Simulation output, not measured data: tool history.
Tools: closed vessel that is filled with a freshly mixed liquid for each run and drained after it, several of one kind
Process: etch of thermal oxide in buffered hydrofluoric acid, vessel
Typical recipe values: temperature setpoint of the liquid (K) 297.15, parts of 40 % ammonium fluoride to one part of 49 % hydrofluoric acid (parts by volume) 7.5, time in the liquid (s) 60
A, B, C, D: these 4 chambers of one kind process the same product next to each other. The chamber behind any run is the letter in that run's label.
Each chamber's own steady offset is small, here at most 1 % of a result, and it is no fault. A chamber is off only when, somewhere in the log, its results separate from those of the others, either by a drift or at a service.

| run | hour | temperature setpoint of the liquid (K) | parts of 40 % ammonium fluoride to one part of 49 % hydrofluoric acid (parts by volume) | time in the liquid (s) | hours since the thermometer was replaced | hours since the hydrofluoric acid flow meter was replaced | read-back film thickness of the thermal oxide reference wafer, read on the same gauge (nm) | thickness taken off the thermal oxide on a monitor wafer (nm) |
|---|---|---|---|---|---|---|---|---|
|  | 4.0 | chamber C: hydrofluoric acid flow meter replaced |
| 1D | 4.2 | 297.15 | 7.5 | 60 | 831.1 | 1071.0 | 99.992 | 89.210 |
| 2C | 10.5 | 297.15 | 7.5 | 60 | 2438.6 | 6.6 | 99.990 | 89.776 |
| 3B | 14.3 | 297.15 | 7.5 | 60 | 1733.7 | 1370.5 | 99.977 | 89.292 |
| 4A | 18.1 | 297.15 | 7.5 | 60 | 285.9 | 103.7 | 99.996 | 88.707 |
| 5D | 23.5 | 297.15 | 7.5 | 60 | 850.4 | 1090.3 | 100.020 | 89.106 |
| 6B | 28.0 | 297.15 | 7.5 | 60 | 1747.4 | 1384.2 | 99.996 | 89.515 |
| 7A | 35.1 | 297.15 | 7.5 | 60 | 302.9 | 120.7 | 99.993 | 88.189 |
| 8C | 42.7 | 297.15 | 7.5 | 90 | 2470.8 | 38.8 | 100.000 | 135.950 |
| 9D | 50.0 | 297.15 | 7.5 | 90 | 876.9 | 1116.8 | 99.991 | 134.580 |
| 10C | 53.4 | 297.15 | 7.5 | 90 | 2481.5 | 49.5 | 100.010 | 135.490 |
| 11A | 57.8 | 297.15 | 7.5 | 90 | 325.6 | 143.4 | 99.992 | 133.750 |
| 12B | 62.8 | 297.15 | 7.5 | 60 | 1782.2 | 1419.0 | 100.020 | 89.580 |
| 13D | 67.8 | 297.15 | 7.5 | 60 | 894.7 | 1134.6 | 99.983 | 90.203 |
| 14C | 74.3 | 297.15 | 7.5 | 60 | 2502.4 | 70.4 | 100.010 | 89.604 |
|  | 81.7 | chamber B: hydrofluoric acid flow meter replaced |
| 15A | 82.1 | 297.15 | 7.5 | 60 | 349.9 | 167.7 | 99.999 | 89.461 |
| 16B | 87.2 | 297.15 | 7.5 | 60 | 1806.6 | 5.5 | 100.020 | 88.501 |
| 17A | 94.1 | 299.15 | 7.5 | 80 | 361.9 | 179.7 | 100.010 | 133.690 |
| 18C | 97.8 | 299.15 | 7.5 | 80 | 2525.9 | 93.9 | 100.020 | 134.130 |
| 19B | 104.0 | 299.15 | 7.5 | 80 | 1823.4 | 22.3 | 99.997 | 131.160 |
| 20D | 108.8 | 299.15 | 7.5 | 80 | 935.7 | 1175.6 | 99.987 | 136.590 |
| 21D | 115.5 | 297.15 | 7.5 | 60 | 942.4 | 1182.3 | 99.989 | 92.849 |
| 22B | 121.9 | 297.15 | 7.5 | 60 | 1841.3 | 40.2 | 100.000 | 88.867 |
| 23A | 128.2 | 297.15 | 7.5 | 60 | 396.0 | 213.8 | 99.980 | 88.488 |
| 24C | 131.8 | 297.15 | 7.5 | 60 | 2559.9 | 127.9 | 99.997 | 90.250 |
| 25C | 138.6 | 297.15 | 7.5 | 60 | 2566.7 | 134.7 | 99.988 | 90.280 |
| 26D | 142.5 | 297.15 | 7.5 | 60 | 969.4 | 1209.3 | 99.982 | 93.782 |
| 27B | 147.5 | 297.15 | 7.5 | 60 | 1866.9 | 65.8 | 99.989 | 89.128 |
| 28A | 154.2 | 297.15 | 7.5 | 60 | 422.0 | 239.8 | 99.998 | 89.521 |
| 29D | 159.0 | 297.15 | 9.0 | 90 | 985.9 | 1225.8 | 99.994 | 117.390 |
| 30B | 163.8 | 297.15 | 9.0 | 90 | 1883.2 | 82.1 | 100.020 | 109.200 |
| 31C | 167.2 | 297.15 | 9.0 | 90 | 2595.3 | 163.3 | 100.010 | 111.220 |
| 32A | 171.1 | 297.15 | 9.0 | 90 | 438.9 | 256.7 | 100.030 | 109.810 |
| 33B | 178.0 | 297.15 | 7.5 | 60 | 1897.4 | 96.3 | 99.973 | 89.630 |
| 34D | 181.6 | 297.15 | 10.5 | 60 | 1008.5 | 1248.4 | 100.000 | 69.955 |
| 35A | 186.6 | 297.15 | 10.5 | 60 | 454.4 | 272.2 | 99.955 | 65.136 |
| 36C | 190.9 | 297.15 | 10.5 | 60 | 2619.0 | 187.0 | 99.995 | 66.916 |
| 37A | 198.6 | 297.15 | 10.5 | 60 | 466.4 | 284.2 | 100.030 | 64.872 |
| 38D | 204.5 | 297.15 | 7.5 | 60 | 1031.4 | 1271.3 | 99.989 | 95.361 |
| 39C | 210.7 | 297.15 | 7.5 | 60 | 2638.8 | 206.8 | 99.980 | 90.679 |
| 40B | 215.9 | 297.15 | 7.5 | 60 | 1935.3 | 134.2 | 100.010 | 87.703 |

The same settings go to every chamber for the next run, one line per chamber below. Forecast the results for each:
| 41A | 221.4 | 297.15 | 9.0 | 60 |  |  |  | ? |
| 41B | 221.4 | 297.15 | 9.0 | 60 |  |  |  | ? |
| 41C | 221.4 | 297.15 | 9.0 | 60 |  |  |  | ? |
| 41D | 221.4 | 297.15 | 9.0 | 60 |  |  |  | ? |

| run | thickness taken off the thermal oxide on a monitor wafer (nm) |
|---|---|
| 41A | 73.100 |
| 41B | 73.891 |
| 41C | 74.327 |
| 41D | 79.846 |

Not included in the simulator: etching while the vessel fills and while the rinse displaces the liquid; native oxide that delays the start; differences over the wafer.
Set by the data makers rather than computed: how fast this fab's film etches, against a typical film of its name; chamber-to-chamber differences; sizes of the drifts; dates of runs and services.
